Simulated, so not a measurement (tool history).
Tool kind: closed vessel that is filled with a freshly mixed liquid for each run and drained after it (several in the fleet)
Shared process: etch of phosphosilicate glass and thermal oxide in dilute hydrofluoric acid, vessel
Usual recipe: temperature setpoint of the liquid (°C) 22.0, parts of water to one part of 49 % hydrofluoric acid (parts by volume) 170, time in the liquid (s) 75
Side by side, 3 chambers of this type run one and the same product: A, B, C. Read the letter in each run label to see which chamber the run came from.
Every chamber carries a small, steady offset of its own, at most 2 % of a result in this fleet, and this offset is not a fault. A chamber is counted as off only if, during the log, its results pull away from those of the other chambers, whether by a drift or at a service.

| run | hour | temperature setpoint of the liquid (°C) | parts of water to one part of 49 % hydrofluoric acid (parts by volume) | time in the liquid (s) | hours since the thermometer was replaced | hours since the hydrofluoric acid flow meter was replaced | read-back film thickness of the phosphosilicate glass reference wafer, read on the same gauge (nm) | read-back film thickness of the thermal oxide reference wafer, read on the same gauge (nm) | thickness taken off the phosphosilicate glass on a monitor wafer (angstrom) | thickness taken off the thermal oxide on a monitor wafer (angstrom) |
|---|---|---|---|---|---|---|---|---|---|---|
| 1A | 3.7 | 22.0 | 170 | 75 | 5.1 | 1448.1 | 150.01 | 90.021 | 354.57 | 16.985 |
| 2C | 7.0 | 22.0 | 170 | 75 | 1190.8 | 1342.3 | 150.00 | 90.006 | 361.85 | 16.900 |
| 3B | 10.8 | 22.0 | 170 | 75 | 1130.2 | 1754.0 | 149.98 | 89.994 | 349.19 | 16.425 |
| 4C | 15.1 | 22.0 | 170 | 75 | 1198.9 | 1350.4 | 150.00 | 89.984 | 350.00 | 15.922 |
| 5B | 18.1 | 22.0 | 170 | 75 | 1137.5 | 1761.3 | 150.02 | 90.014 | 348.14 | 16.419 |
| 6A | 22.0 | 22.0 | 170 | 75 | 23.4 | 1466.4 | 149.99 | 89.978 | 363.54 | 16.539 |
| 7C | 24.1 | 22.0 | 170 | 75 | 1207.9 | 1359.4 | 150.01 | 90.022 | 352.55 | 16.953 |
| 8B | 26.4 | 22.0 | 170 | 75 | 1145.8 | 1769.6 | 150.00 | 90.032 | 348.30 | 16.289 |
| 9A | 30.2 | 22.0 | 170 | 75 | 31.6 | 1474.6 | 150.00 | 89.998 | 358.65 | 16.372 |
| 10C | 35.1 | 22.0 | 170 | 75 | 1218.9 | 1370.4 | 149.99 | 90.007 | 354.71 | 16.544 |
| 11A | 38.8 | 22.0 | 170 | 75 | 40.2 | 1483.2 | 150.02 | 90.001 | 362.22 | 16.449 |
| 12B | 42.6 | 26.5 | 170 | 75 | 1162.0 | 1785.8 | 150.00 | 89.997 | 412.94 | 19.773 |
| 13B | 46.1 | 26.5 | 170 | 75 | 1165.5 | 1789.3 | 149.99 | 89.999 | 407.66 | 19.773 |
| 14C | 50.0 | 26.5 | 170 | 75 | 1233.8 | 1385.3 | 150.00 | 89.981 | 419.54 | 20.306 |
| 15A | 52.9 | 20.0 | 135 | 75 | 54.3 | 1497.3 | 149.97 | 89.996 | 428.68 | 20.623 |
| 16B | 57.4 | 20.0 | 135 | 75 | 1176.8 | 1800.6 | 150.02 | 89.971 | 420.86 | 20.673 |
| 17C | 60.7 | 20.0 | 135 | 75 | 1244.5 | 1396.0 | 150.00 | 90.017 | 436.38 | 20.572 |
| 18A | 63.7 | 26.0 | 170 | 105 | 65.1 | 1508.1 | 149.98 | 90.017 | 573.72 | 27.982 |
| 19A | 66.3 | 26.0 | 170 | 105 | 67.7 | 1510.7 | 150.01 | 90.012 | 581.12 | 27.577 |
| 20C | 69.1 | 26.0 | 170 | 105 | 1252.9 | 1404.4 | 150.01 | 90.046 | 575.65 | 26.899 |
| 21B | 73.4 | 22.0 | 170 | 75 | 1192.8 | 1816.6 | 149.98 | 90.007 | 346.47 | 16.660 |
| 22A | 76.2 | 22.0 | 170 | 75 | 77.6 | 1520.6 | 150.03 | 90.057 | 356.01 | 16.615 |
| 23B | 79.5 | 22.0 | 170 | 75 | 1198.9 | 1822.7 | 150.02 | 90.017 | 349.07 | 16.702 |
| 24C | 82.5 | 22.0 | 170 | 75 | 1266.3 | 1417.8 | 150.00 | 90.012 | 355.33 | 16.659 |
| 25B | 85.4 | 22.0 | 170 | 75 | 1204.8 | 1828.6 | 149.99 | 89.996 | 345.96 | 16.583 |
| 26C | 88.1 | 22.0 | 170 | 90 | 1271.9 | 1423.4 | 150.01 | 90.013 | 428.17 | 20.053 |
| 27A | 90.6 | 22.0 | 170 | 90 | 92.0 | 1535.0 | 149.99 | 89.992 | 425.14 | 19.649 |
| 28C | 93.6 | 22.0 | 170 | 90 | 1277.4 | 1428.9 | 149.98 | 89.992 | 424.65 | 20.232 |
| 29B | 96.1 | 22.0 | 170 | 75 | 1215.5 | 1839.3 | 150.02 | 90.003 | 348.54 | 16.155 |
| 30A | 99.5 | 22.0 | 170 | 75 | 100.9 | 1543.9 | 150.01 | 90.020 | 359.34 | 16.813 |
| 31B | 102.8 | 22.0 | 170 | 75 | 1222.2 | 1846.0 | 150.00 | 89.985 | 355.28 | 16.952 |
| 32A | 105.2 | 22.0 | 170 | 75 | 106.6 | 1549.6 | 150.02 | 90.038 | 357.71 | 17.007 |
| 33C | 108.5 | 22.0 | 170 | 75 | 1292.3 | 1443.8 | 150.00 | 90.012 | 355.44 | 16.565 |
| 34B | 112.1 | 22.0 | 170 | 75 | 1231.5 | 1855.3 | 149.98 | 90.020 | 349.79 | 16.477 |
| 35A | 116.5 | 22.0 | 170 | 75 | 117.9 | 1560.9 | 149.98 | 89.985 | 359.55 | 16.549 |
| 36C | 120.5 | 22.0 | 170 | 75 | 1304.3 | 1455.8 | 149.98 | 90.025 | 355.57 | 16.656 |
|  | 121.0 | chamber B: hydrofluoric acid flow meter replaced |
| 37C | 124.7 | 22.0 | 170 | 75 | 1308.5 | 1460.0 | 149.99 | 89.972 | 353.59 | 16.375 |
| 38A | 128.1 | 22.0 | 170 | 75 | 129.5 | 1572.5 | 149.97 | 90.014 | 355.47 | 16.520 |
| 39B | 132.1 | 22.0 | 170 | 75 | 1251.5 | 11.1 | 150.01 | 89.997 | 345.55 | 16.540 |
| 40B | 134.4 | 22.0 | 170 | 75 | 1253.8 | 13.4 | 149.98 | 90.004 | 347.51 | 17.341 |

All chambers now run identical settings, listed one chamber a line with results as question marks. What results will each chamber show?
| 41A | 137.9 | 22.0 | 170 | 90 |  |  |  |  | ? | ? |
| 41B | 137.9 | 22.0 | 170 | 90 |  |  |  |  | ? | ? |
| 41C | 137.9 | 22.0 | 170 | 90 |  |  |  |  | ? | ? |

| run | thickness taken off the phosphosilicate glass on a monitor wafer (angstrom) | thickness taken off the thermal oxide on a monitor wafer (angstrom) |
|---|---|---|
| 41A | 430.34 | 20.204 |
| 41B | 417.01 | 20.011 |
| 41C | 428.82 | 20.862 |

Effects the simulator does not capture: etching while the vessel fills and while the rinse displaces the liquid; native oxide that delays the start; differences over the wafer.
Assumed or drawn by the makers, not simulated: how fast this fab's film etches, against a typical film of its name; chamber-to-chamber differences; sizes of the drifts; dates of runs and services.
